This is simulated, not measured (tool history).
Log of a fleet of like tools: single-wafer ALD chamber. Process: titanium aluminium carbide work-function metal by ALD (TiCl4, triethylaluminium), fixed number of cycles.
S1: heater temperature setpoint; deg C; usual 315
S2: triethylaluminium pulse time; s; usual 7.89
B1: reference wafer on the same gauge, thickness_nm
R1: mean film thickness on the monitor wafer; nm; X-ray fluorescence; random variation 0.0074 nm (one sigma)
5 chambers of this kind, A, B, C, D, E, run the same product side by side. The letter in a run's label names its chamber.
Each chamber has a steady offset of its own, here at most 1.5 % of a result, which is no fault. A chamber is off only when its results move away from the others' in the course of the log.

Run 1A, hour 7.7: usual settings; B1 1.9396. Result: R1 2.0486 nm.
Run 2B, hour 18: usual settings; B1 1.9422. Result: R1 2.0562 nm.
Run 3E, hour 25.2: usual settings; B1 1.9405. Result: R1 2.0697 nm.
Run 4D, hour 30.8: usual settings; B1 1.9406. Result: R1 2.0226 nm.
Run 5C, hour 36.3: usual settings; B1 1.9386. Result: R1 2.0574 nm.
Run 6E, hour 40.9: usual settings but S1 306 deg C, S2 6.74 s; B1 1.9397. Result: R1 1.9167 nm.
Run 7D, hour 50.4: usual settings but S1 306 deg C, S2 6.74 s; B1 1.9401. Result: R1 1.8745 nm.
Run 8B, hour 56.9: usual settings but S1 306 deg C, S2 6.74 s; B1 1.939. Result: R1 1.9039 nm.
Run 9A, hour 65.6: usual settings but S1 306 deg C, S2 6.74 s; B1 1.9407. Result: R1 1.9039 nm.
Run 10C, hour 73.2: usual settings but S1 306 deg C, S2 6.74 s; B1 1.9401. Result: R1 1.9013 nm.
At hour 78.6: chamber A: thermocouple changed; heater temperature recalibrated.
Run 11C, hour 80.5: usual settings; B1 1.9386. Result: R1 2.0468 nm.
Run 12A, hour 88.9: usual settings; B1 1.9403. Result: R1 2.0601 nm.
Run 13E, hour 97.9: usual settings; B1 1.9414. Result: R1 2.0703 nm.
Run 14B, hour 106.8: usual settings; B1 1.9395. Result: R1 2.0438 nm.
At hour 113.4: chamber E: triethylaluminium bottle replaced.
Run 15D, hour 113.4: usual settings but S1 306 deg C; B1 1.9399. Result: R1 1.9467 nm.
Run 16C, hour 117.9: usual settings but S1 306 deg C; B1 1.9393. Result: R1 1.9567 nm.
Run 17A, hour 126.3: usual settings but S1 306 deg C; B1 1.9411. Result: R1 1.9686 nm.
Run 18B, hour 136: usual settings but S1 306 deg C; B1 1.9394. Result: R1 1.9719 nm.
Run 19E, hour 143.6: usual settings but S1 306 deg C; B1 1.94. Result: R1 1.9923 nm.
Run 20D, hour 151.4: usual settings but S1 304 deg C; B1 1.9389. Result: R1 1.9384 nm.
Run 21A, hour 158: usual settings but S1 304 deg C; B1 1.9393. Result: R1 1.9452 nm.
Run 22D, hour 165: usual settings but S1 304 deg C; B1 1.9401. Result: R1 1.9429 nm.
Run 23E, hour 174.4: usual settings but S1 304 deg C; B1 1.9387. Result: R1 1.971 nm.
Run 24C, hour 180: usual settings but S1 304 deg C; B1 1.9407. Result: R1 1.9503 nm.
Run 25B, hour 187.3: usual settings; B1 1.9391. Result: R1 2.0495 nm.
Run 26D, hour 195.5: usual settings; B1 1.9411. Result: R1 2.0201 nm.
Run 27B, hour 204.1: usual settings; B1 1.9411. Result: R1 2.0342 nm.
Run 28A, hour 213.3: usual settings; B1 1.939. Result: R1 2.0009 nm.
Run 29E, hour 218.8: usual settings; B1 1.9401. Result: R1 2.0665 nm.
Run 30C, hour 224.7: usual settings but S1 322 deg C, S2 9.76 s; B1 1.9396. Result: R1 2.1731 nm.
Run 31B, hour 229.6: usual settings but S1 322 deg C, S2 9.76 s; B1 1.9407. Result: R1 2.1773 nm.
Run 32E, hour 235.8: usual settings but S1 322 deg C, S2 9.76 s; B1 1.9397. Result: R1 2.1964 nm.
Run 33D, hour 242.8: usual settings but S1 322 deg C, S2 9.76 s; B1 1.9397. Result: R1 2.1514 nm.
Run 34C, hour 248.8: usual settings but S1 322 deg C, S2 9.76 s; B1 1.9398. Result: R1 2.1787 nm.
Run 35A, hour 258.4: usual settings; B1 1.9386. Result: R1 1.996 nm.
Run 36B, hour 268.2: usual settings; B1 1.9402. Result: R1 2.0513 nm.
Run 37A, hour 276.9: usual settings; B1 1.94. Result: R1 1.9798 nm.
Run 38E, hour 284.6: usual settings; B1 1.9395. Result: R1 2.0613 nm.
Run 39D, hour 290.6: usual settings; B1 1.9381. Result: R1 2.0359 nm.

All 5 chambers run these settings next. Forecast each chamber's results:
Run 40A, hour 298.1: usual settings. Result: R1 ?.
Run 40B, hour 298.1: usual settings. Result: R1 ?.
Run 40C, hour 298.1: usual settings. Result: R1 ?.
Run 40D, hour 298.1: usual settings. Result: R1 ?.
Run 40E, hour 298.1: usual settings. Result: R1 ?.

run      R1
40A  1.9717
40B  2.0504
40C   2.041
40D  2.0317
40E  2.0648
